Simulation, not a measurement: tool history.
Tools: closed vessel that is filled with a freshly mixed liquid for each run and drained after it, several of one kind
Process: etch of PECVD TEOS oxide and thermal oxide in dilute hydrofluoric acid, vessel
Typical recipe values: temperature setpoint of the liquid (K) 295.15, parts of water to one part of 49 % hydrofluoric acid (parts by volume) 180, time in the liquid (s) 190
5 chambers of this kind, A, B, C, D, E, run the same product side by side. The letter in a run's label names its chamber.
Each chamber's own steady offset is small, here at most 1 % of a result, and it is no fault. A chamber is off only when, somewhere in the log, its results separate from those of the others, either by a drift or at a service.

| run | day | temperature setpoint of the liquid (K) | parts of water to one part of 49 % hydrofluoric acid (parts by volume) | time in the liquid (s) | hours since the thermometer was replaced | hours since the hydrofluoric acid flow meter was replaced | read-back film thickness of the PECVD TEOS oxide reference wafer, read on the same gauge (nm) | read-back film thickness of the thermal oxide reference wafer, read on the same gauge (nm) | thickness taken off the PECVD TEOS oxide on a monitor wafer (Å) | thickness taken off the thermal oxide on a monitor wafer (Å) |
|---|---|---|---|---|---|---|---|---|---|---|
| 1C | 0.229 | 295.15 | 180 | 190 | 1135.5 | 595.8 | 30.003 | 29.969 | 154.60 | 42.373 |
| 2B | 0.412 | 295.15 | 180 | 190 | 1144.8 | 145.5 | 30.014 | 29.974 | 155.10 | 42.487 |
| 3A | 0.642 | 295.15 | 180 | 190 | 53.5 | 803.4 | 30.002 | 30.019 | 156.68 | 42.168 |
| 4D | 0.904 | 295.15 | 180 | 190 | 485.8 | 496.3 | 29.983 | 29.983 | 155.51 | 43.487 |
| 5E | 1.062 | 295.15 | 180 | 190 | 796.7 | 1406.8 | 30.004 | 29.968 | 155.60 | 42.153 |
| 6C | 1.208 | 295.15 | 180 | 190 | 1159.0 | 619.3 | 29.983 | 30.012 | 155.38 | 43.624 |
| 7D | 1.462 | 295.15 | 180 | 190 | 499.2 | 509.7 | 30.013 | 29.997 | 155.75 | 43.787 |
| 8B | 1.650 | 295.15 | 180 | 190 | 1174.5 | 175.2 | 29.994 | 30.028 | 154.36 | 42.311 |
| 9E | 1.812 | 295.15 | 180 | 190 | 814.7 | 1424.8 | 30.009 | 30.015 | 154.58 | 42.625 |
|  | 1.938 | chamber A: hydrofluoric acid flow meter replaced |
| 10A | 2.100 | 295.15 | 180 | 190 | 88.5 | 3.9 | 29.980 | 30.016 | 156.41 | 43.689 |
| 11B | 2.321 | 295.15 | 180 | 190 | 1190.6 | 191.3 | 30.001 | 30.017 | 155.30 | 42.108 |
| 12C | 2.462 | 295.15 | 180 | 190 | 1189.1 | 649.4 | 29.998 | 29.989 | 154.48 | 42.692 |
| 13D | 2.654 | 295.15 | 180 | 190 | 527.8 | 538.3 | 29.996 | 29.955 | 154.38 | 42.579 |
| 14E | 2.900 | 295.15 | 180 | 190 | 840.8 | 1450.9 | 29.999 | 29.976 | 154.49 | 42.425 |
| 15A | 3.112 | 295.15 | 180 | 190 | 112.8 | 28.2 | 30.010 | 29.995 | 156.72 | 42.789 |
| 16E | 3.254 | 295.15 | 180 | 190 | 849.3 | 1459.4 | 29.979 | 29.958 | 155.19 | 42.620 |
| 17D | 3.450 | 292.65 | 155 | 190 | 546.9 | 557.4 | 30.004 | 30.028 | 169.33 | 47.020 |
| 18B | 3.612 | 292.65 | 155 | 190 | 1221.6 | 222.3 | 29.980 | 30.007 | 167.03 | 47.160 |
| 19A | 3.892 | 292.65 | 155 | 190 | 131.5 | 46.9 | 29.988 | 29.993 | 168.85 | 46.666 |
| 20C | 4.062 | 292.65 | 155 | 190 | 1227.5 | 687.8 | 30.012 | 30.024 | 166.08 | 46.244 |
| 21E | 4.221 | 292.65 | 155 | 190 | 872.5 | 1482.6 | 30.002 | 29.972 | 167.29 | 45.382 |
| 22B | 4.479 | 295.15 | 180 | 190 | 1242.4 | 243.1 | 29.996 | 29.954 | 155.23 | 42.636 |
| 23A | 4.638 | 295.15 | 180 | 190 | 149.4 | 64.8 | 29.994 | 30.041 | 155.86 | 42.764 |
| 24C | 4.775 | 295.15 | 180 | 190 | 1244.6 | 704.9 | 30.017 | 29.968 | 154.38 | 42.895 |
| 25D | 4.917 | 295.15 | 180 | 190 | 582.1 | 592.6 | 30.002 | 30.013 | 154.34 | 42.836 |
| 26A | 5.146 | 295.15 | 180 | 190 | 161.6 | 77.0 | 30.021 | 30.016 | 157.15 | 42.770 |
| 27C | 5.421 | 295.15 | 180 | 190 | 1260.1 | 720.4 | 30.004 | 30.000 | 155.48 | 42.375 |
| 28B | 5.638 | 292.65 | 180 | 235 | 1270.2 | 270.9 | 30.009 | 29.991 | 174.87 | 48.497 |
| 29D | 5.842 | 292.65 | 180 | 235 | 604.3 | 614.8 | 29.999 | 29.984 | 175.08 | 48.346 |
| 30E | 5.979 | 292.65 | 180 | 235 | 914.7 | 1524.8 | 29.995 | 30.001 | 173.55 | 47.309 |
| 31B | 6.162 | 292.65 | 180 | 235 | 1282.8 | 283.5 | 30.003 | 29.966 | 174.20 | 48.088 |

Read the log: is a single chamber off, either drifting away or since a service, is the gauge that measures every chamber drifting, or is nothing wrong beyond small per-chamber offsets? Name any odd chamber and what most likely caused it.

The fleet is healthy, with each chamber sitting at its usual small offset and no drift in the gauge.
